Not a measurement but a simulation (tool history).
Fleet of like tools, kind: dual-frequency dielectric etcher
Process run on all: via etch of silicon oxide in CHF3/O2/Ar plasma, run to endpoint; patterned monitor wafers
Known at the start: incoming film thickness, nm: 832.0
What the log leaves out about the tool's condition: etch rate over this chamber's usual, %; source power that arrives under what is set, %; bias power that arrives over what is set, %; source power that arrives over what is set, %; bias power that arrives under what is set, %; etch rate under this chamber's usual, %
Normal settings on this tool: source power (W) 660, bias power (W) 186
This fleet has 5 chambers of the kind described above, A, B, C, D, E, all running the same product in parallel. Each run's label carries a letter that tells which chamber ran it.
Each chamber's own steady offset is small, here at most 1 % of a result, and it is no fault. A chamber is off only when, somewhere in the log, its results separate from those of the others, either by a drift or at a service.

| run | day | source power (W) | bias power (W) | hours since the last wet clean | hours since the last source power generator calibration | hours since the last bias power generator calibration | endpoint time (s) |
|---|---|---|---|---|---|---|---|
| 1A | 0.358 | 660 | 186 | 309.9 | 3391.3 | 3769.6 | 401.67 |
|  | 0.662 | chamber C: wet clean of the chamber |
| 2E | 0.742 | 660 | 186 | 409.1 | 735.4 | 1903.2 | 398.76 |
| 3C | 1.062 | 660 | 186 | 9.6 | 416.3 | 1682 | 400.44 |
|  | 1.146 | chamber E: wet clean of the chamber |
|  | 1.221 | chamber A: wet clean of the chamber |
| 4D | 1.292 | 660 | 186 | 214.8 | 236.2 | 1151.1 | 401.98 |
| 5B | 1.688 | 660 | 186 | 245.9 | 819.2 | 2567.9 | 403.39 |
|  | 1.896 | chamber B: bias power generator calibrated |
| 6C | 2.108 | 530 | 168 | 34.7 | 441.4 | 1707.1 | 452.59 |
| 7A | 2.421 | 530 | 168 | 28.9 | 3440.8 | 3819.1 | 453.55 |
| 8E | 2.779 | 530 | 168 | 39.3 | 784.3 | 1952.1 | 449.88 |
| 9D | 3.167 | 530 | 168 | 259.8 | 281.2 | 1196.1 | 453.76 |
| 10B | 3.642 | 530 | 168 | 292.8 | 866.1 | 42 | 450.51 |
| 11B | 3.883 | 660 | 186 | 298.6 | 871.9 | 47.8 | 401.19 |
| 12E | 4.367 | 660 | 186 | 77.4 | 822.4 | 1990.2 | 395.29 |
| 13D | 4.7 | 660 | 186 | 296.6 | 318 | 1232.9 | 403.94 |
| 14A | 5.004 | 660 | 151 | 90.9 | 3502.8 | 3881.1 | 431.16 |
| 15C | 5.371 | 660 | 151 | 113 | 519.7 | 1785.4 | 429.1 |
| 16D | 5.829 | 660 | 151 | 323.7 | 345.1 | 1260 | 429.97 |
| 17A | 6.092 | 660 | 151 | 117 | 3528.9 | 3907.2 | 430.4 |
| 18C | 6.592 | 660 | 151 | 142.3 | 549 | 1814.7 | 431.93 |
|  | 6.908 | chamber A: source power generator calibrated |
| 19E | 6.992 | 660 | 186 | 140.4 | 885.4 | 2053.2 | 396.66 |
| 20B | 7.375 | 750 | 202 | 382.4 | 955.7 | 131.6 | 371.4 |
| 21D | 7.625 | 750 | 202 | 366.8 | 388.2 | 1303.1 | 374.09 |
| 22E | 7.921 | 750 | 202 | 162.7 | 907.7 | 2075.5 | 369.36 |
| 23A | 8.35 | 750 | 202 | 171.2 | 34.7 | 3961.4 | 373.74 |
| 24C | 8.575 | 750 | 202 | 189.9 | 596.6 | 1862.3 | 373.71 |
| 25B | 9 | 660 | 186 | 421.4 | 994.7 | 170.6 | 401.83 |
| 26B | 9.504 | 660 | 186 | 433.5 | 1006.8 | 182.7 | 400.46 |
| 27D | 10.008 | 660 | 186 | 424 | 445.4 | 1360.3 | 401.18 |
| 28C | 10.367 | 660 | 186 | 232.9 | 639.6 | 1905.3 | 399.5 |
| 29A | 10.65 | 660 | 186 | 226.4 | 89.9 | 4016.6 | 403.67 |
| 30E | 10.979 | 660 | 186 | 236.1 | 981.1 | 2148.9 | 400.15 |
| 31B | 11.417 | 660 | 186 | 479.4 | 1052.7 | 228.6 | 401.69 |
| 32C | 11.679 | 660 | 186 | 264.4 | 671.1 | 1936.8 | 401.06 |
| 33D | 11.917 | 660 | 186 | 469.8 | 491.2 | 1406.1 | 400.74 |
| 34A | 12.3 | 770 | 159 | 266 | 129.5 | 4056.2 | 397.86 |
| 35E | 12.667 | 770 | 159 | 276.6 | 1021.6 | 2189.4 | 397.06 |
| 36D | 13.029 | 770 | 159 | 496.5 | 517.9 | 1432.8 | 396.52 |
| 37C | 13.471 | 770 | 159 | 307.4 | 714.1 | 1979.8 | 400.96 |

Read the log: is a single chamber off, either drifting away or since a service, is the gauge that measures every chamber drifting, or is nothing wrong beyond small per-chamber offsets? Name any odd chamber and what most likely caused it.

No chamber is off and the gauge is stable; the differences are just each chamber's small, constant offset.

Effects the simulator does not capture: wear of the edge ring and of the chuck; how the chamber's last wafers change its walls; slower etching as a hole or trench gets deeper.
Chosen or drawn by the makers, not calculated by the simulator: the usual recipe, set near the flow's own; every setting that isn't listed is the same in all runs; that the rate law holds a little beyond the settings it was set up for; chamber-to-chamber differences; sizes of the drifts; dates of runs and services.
